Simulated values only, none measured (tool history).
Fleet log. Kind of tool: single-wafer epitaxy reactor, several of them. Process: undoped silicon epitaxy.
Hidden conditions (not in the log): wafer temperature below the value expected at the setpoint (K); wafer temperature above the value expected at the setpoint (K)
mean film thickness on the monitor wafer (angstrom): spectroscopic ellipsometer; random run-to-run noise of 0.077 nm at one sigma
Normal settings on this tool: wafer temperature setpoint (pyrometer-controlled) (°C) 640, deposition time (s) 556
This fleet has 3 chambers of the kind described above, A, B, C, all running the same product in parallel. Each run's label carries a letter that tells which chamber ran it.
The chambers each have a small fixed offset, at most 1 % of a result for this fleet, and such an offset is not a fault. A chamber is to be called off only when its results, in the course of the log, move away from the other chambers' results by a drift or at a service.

run,hour,wafer temperature setpoint (pyrometer-controlled) (°C),deposition time (s),hours since the last pyrometer calibration,"read-back reference wafer on the same gauge, thickness_nm",mean film thickness on the monitor wafer (angstrom)
1B,16.3,640,556,152.1,79.083,755.56
2A,27.6,640,556,987.8,79.067,750.37
3C,36.1,640,556,979.1,79.045,742.24
4A,45.2,640,556,1005.4,79.040,749.24
5B,55.6,647,601,191.4,79.021,951.06
6C,68.6,647,601,1011.6,79.017,938.81
7C,81.2,647,601,1024.2,78.982,936.82
8A,90.6,640,556,1050.8,78.981,749.11
# hour 95.5: chamber C: pyrometer calibrated
9B,101.3,640,556,237.1,78.965,753.76
10B,113.8,629,629,249.6,78.931,667.53
11A,130.6,629,629,1090.8,78.920,660.70
12C,139.0,629,629,43.5,78.897,653.00
13C,153.8,640,556,58.3,78.893,740.17
14B,165.3,640,556,301.1,78.883,752.57
15A,174.1,654,556,1134.3,78.871,1015.50
16B,189.3,654,556,325.1,78.848,1018.50
17A,199.6,654,556,1159.8,78.829,1013.90
18C,210.7,640,556,115.2,78.777,740.58
19A,223.8,640,556,1184.0,78.802,747.28
20B,233.6,632,628,369.4,78.763,711.11

Read the log: is a single chamber off, either drifting away or since a service, is the gauge that measures every chamber drifting, or is nothing wrong beyond small per-chamber offsets? Name any odd chamber and what most likely caused it.

The gauge drifts, so all chambers seem to drift together. No chamber is off.
Cause: gauge reads low (%) = 0.435.
